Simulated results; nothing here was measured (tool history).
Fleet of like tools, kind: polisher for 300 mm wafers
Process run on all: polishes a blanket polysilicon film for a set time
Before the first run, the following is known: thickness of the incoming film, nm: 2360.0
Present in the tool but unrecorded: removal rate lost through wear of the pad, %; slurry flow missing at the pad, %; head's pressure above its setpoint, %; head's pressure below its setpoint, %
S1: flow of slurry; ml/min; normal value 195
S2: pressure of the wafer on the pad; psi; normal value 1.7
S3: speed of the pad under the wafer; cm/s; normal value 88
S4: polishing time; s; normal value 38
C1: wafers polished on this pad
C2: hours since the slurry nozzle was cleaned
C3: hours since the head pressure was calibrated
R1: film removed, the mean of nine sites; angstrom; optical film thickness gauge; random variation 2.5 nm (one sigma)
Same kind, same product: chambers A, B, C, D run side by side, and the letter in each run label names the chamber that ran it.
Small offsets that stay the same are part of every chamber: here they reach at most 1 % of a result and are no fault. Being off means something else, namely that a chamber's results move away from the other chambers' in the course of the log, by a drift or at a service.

{"run": "1B", "hour": 2.7, "S1": 195, "S2": 1.7, "S3": 88, "S4": 38, "C1": 355, "C2": 530.9, "C3": 223.4, "R1": 1674.7}
{"run": "2A", "hour": 5.3, "S1": 195, "S2": 1.7, "S3": 88, "S4": 38, "C1": 604, "C2": 397.6, "C3": 770.9, "R1": 1728.2}
{"run": "3C", "hour": 9.5, "S1": 195, "S2": 1.7, "S3": 88, "S4": 38, "C1": 810, "C2": 337.1, "C3": 286.5, "R1": 1750.6}
{"run": "4D", "hour": 13.0, "S1": 195, "S2": 1.7, "S3": 88, "S4": 38, "C1": 1207, "C2": 127.7, "C3": 583.3, "R1": 1672.8}
{"run": "5B", "hour": 16.8, "S1": 195, "S2": 1.7, "S3": 88, "S4": 38, "C1": 571, "C2": 545.0, "C3": 237.5, "R1": 1665.8}
{"run": "6A", "hour": 19.5, "S1": 195, "S2": 1.7, "S3": 88, "S4": 38, "C1": 822, "C2": 411.8, "C3": 785.1, "R1": 1687.8}
{"hour": 20.3, "done": "chamber D: worn pad replaced by a new one"}
{"run": "7C", "hour": 23.0, "S1": 195, "S2": 1.7, "S3": 88, "S4": 38, "C1": 1017, "C2": 350.6, "C3": 300.0, "R1": 1723.7}
{"run": "8D", "hour": 25.5, "S1": 195, "S2": 1.7, "S3": 88, "S4": 38, "C1": 81, "C2": 140.2, "C3": 595.8, "R1": 1708.7}
{"run": "9C", "hour": 28.0, "S1": 235, "S2": 1.7, "S3": 88, "S4": 50, "C1": 1094, "C2": 355.6, "C3": 305.0, "R1": 2261.4}
{"hour": 30.0, "done": "chamber A: worn pad replaced by a new one"}
{"run": "10A", "hour": 30.1, "S1": 235, "S2": 1.7, "S3": 88, "S4": 50, "C1": 1, "C2": 422.4, "C3": 795.7, "R1": 2292.2}
{"run": "11D", "hour": 33.0, "S1": 235, "S2": 1.7, "S3": 88, "S4": 50, "C1": 196, "C2": 147.7, "C3": 603.3, "R1": 2324.3}
{"hour": 35.3, "done": "chamber B: slurry nozzle cleaned"}
{"run": "12B", "hour": 35.7, "S1": 235, "S2": 1.7, "S3": 88, "S4": 50, "C1": 862, "C2": 0.5, "C3": 256.4, "R1": 2290.4}
{"run": "13A", "hour": 38.3, "S1": 195, "S2": 1.7, "S3": 88, "S4": 38, "C1": 127, "C2": 430.6, "C3": 803.9, "R1": 1721.8}
{"run": "14B", "hour": 40.5, "S1": 230, "S2": 1.7, "S3": 88, "S4": 38, "C1": 936, "C2": 5.3, "C3": 261.2, "R1": 1764.9}
{"hour": 44.4, "done": "chamber A: head pressure recalibrated"}
{"run": "15C", "hour": 44.7, "S1": 230, "S2": 1.7, "S3": 88, "S4": 38, "C1": 1351, "C2": 372.3, "C3": 321.7, "R1": 1716.5}
{"run": "16D", "hour": 49.5, "S1": 230, "S2": 1.7, "S3": 88, "S4": 38, "C1": 449, "C2": 164.2, "C3": 619.8, "R1": 1780.6}
{"run": "17B", "hour": 52.1, "S1": 230, "S2": 1.7, "S3": 88, "S4": 38, "C1": 1114, "C2": 16.9, "C3": 272.8, "R1": 1771.1}
{"run": "18D", "hour": 55.8, "S1": 195, "S2": 1.7, "S3": 88, "S4": 38, "C1": 546, "C2": 170.5, "C3": 626.1, "R1": 1718.8}
{"run": "19A", "hour": 58.6, "S1": 195, "S2": 1.7, "S3": 88, "S4": 38, "C1": 439, "C2": 450.9, "C3": 14.3, "R1": 1695.3}
{"run": "20C", "hour": 62.6, "S1": 195, "S2": 1.7, "S3": 88, "S4": 47, "C1": 1626, "C2": 390.2, "C3": 339.6, "R1": 2037.5}
{"hour": 64.5, "done": "chamber B: worn pad replaced by a new one"}
{"run": "21B", "hour": 65.0, "S1": 195, "S2": 1.7, "S3": 88, "S4": 47, "C1": 9, "C2": 29.8, "C3": 285.7, "R1": 2072.8}
{"run": "22A", "hour": 68.3, "S1": 195, "S2": 1.7, "S3": 88, "S4": 47, "C1": 588, "C2": 460.6, "C3": 24.0, "R1": 2114.9}
{"hour": 71.3, "done": "chamber C: head pressure recalibrated"}
{"run": "23D", "hour": 71.4, "S1": 195, "S2": 1.7, "S3": 88, "S4": 47, "C1": 786, "C2": 186.1, "C3": 641.7, "R1": 2142.6}
{"run": "24C", "hour": 75.4, "S1": 195, "S2": 1.7, "S3": 88, "S4": 38, "C1": 1822, "C2": 403.0, "C3": 4.1, "R1": 1621.3}
{"run": "25C", "hour": 78.9, "S1": 195, "S2": 1.7, "S3": 88, "S4": 38, "C1": 1876, "C2": 406.5, "C3": 7.6, "R1": 1626.4}
{"run": "26A", "hour": 82.8, "S1": 195, "S2": 1.7, "S3": 88, "S4": 38, "C1": 811, "C2": 475.1, "C3": 38.5, "R1": 1705.8}
{"run": "27B", "hour": 87.3, "S1": 195, "S2": 1.7, "S3": 88, "S4": 38, "C1": 351, "C2": 52.1, "C3": 308.0, "R1": 1695.3}
{"run": "28D", "hour": 89.9, "S1": 195, "S2": 1.7, "S3": 88, "S4": 38, "C1": 1070, "C2": 204.6, "C3": 660.2, "R1": 1681.5}
{"run": "29C", "hour": 93.1, "S1": 195, "S2": 1.7, "S3": 88, "S4": 38, "C1": 2094, "C2": 420.7, "C3": 21.8, "R1": 1646.2}
{"run": "30D", "hour": 97.3, "S1": 195, "S2": 1.7, "S3": 88, "S4": 38, "C1": 1184, "C2": 212.0, "C3": 667.6, "R1": 1702.3}
{"run": "31A", "hour": 100.3, "S1": 195, "S2": 1.7, "S3": 88, "S4": 38, "C1": 1080, "C2": 492.6, "C3": 56.0, "R1": 1688.1}
{"hour": 102.4, "done": "chamber A: worn pad replaced by a new one"}
{"hour": 103.4, "done": "chamber D: slurry nozzle cleaned"}
{"hour": 104.5, "done": "chamber D: worn pad replaced by a new one"}
{"run": "32B", "hour": 105.0, "S1": 195, "S2": 1.7, "S3": 88, "S4": 38, "C1": 623, "C2": 69.8, "C3": 325.7, "R1": 1753.1}
{"run": "33D", "hour": 108.6, "S1": 195, "S2": 1.7, "S3": 88, "S4": 38, "C1": 63, "C2": 5.2, "C3": 678.9, "R1": 1716.6}
{"hour": 110.3, "done": "chamber C: slurry nozzle cleaned"}
{"run": "34C", "hour": 110.8, "S1": 195, "S2": 1.7, "S3": 88, "S4": 38, "C1": 2366, "C2": 0.6, "C3": 39.5, "R1": 1569.4}
{"run": "35A", "hour": 114.3, "S1": 195, "S2": 1.7, "S3": 88, "S4": 38, "C1": 184, "C2": 506.6, "C3": 70.0, "R1": 1717.9}
{"run": "36B", "hour": 116.7, "S1": 195, "S2": 1.7, "S3": 88, "S4": 38, "C1": 803, "C2": 81.5, "C3": 337.4, "R1": 1732.9}
{"run": "37B", "hour": 119.7, "S1": 195, "S2": 1.7, "S3": 88, "S4": 38, "C1": 849, "C2": 84.5, "C3": 340.4, "R1": 1729.0}
{"run": "38D", "hour": 124.4, "S1": 195, "S2": 1.7, "S3": 88, "S4": 38, "C1": 305, "C2": 21.0, "C3": 694.7, "R1": 1721.1}
{"run": "39C", "hour": 128.7, "S1": 195, "S2": 1.2, "S3": 88, "S4": 38, "C1": 2641, "C2": 18.5, "C3": 57.4, "R1": 1058.3}

Predict what each chamber gives when all 4 of them run the settings below next.
{"run": "40A", "hour": 132.2, "S1": 195, "S2": 1.7, "S3": 88, "S4": 38, "R1": "?"}
{"run": "40B", "hour": 132.2, "S1": 195, "S2": 1.7, "S3": 88, "S4": 38, "R1": "?"}
{"run": "40C", "hour": 132.2, "S1": 195, "S2": 1.7, "S3": 88, "S4": 38, "R1": "?"}
{"run": "40D", "hour": 132.2, "S1": 195, "S2": 1.7, "S3": 88, "S4": 38, "R1": "?"}

run=40A R1=1750.2
run=40B R1=1721.1
run=40C R1=1479.0
run=40D R1=1728.3
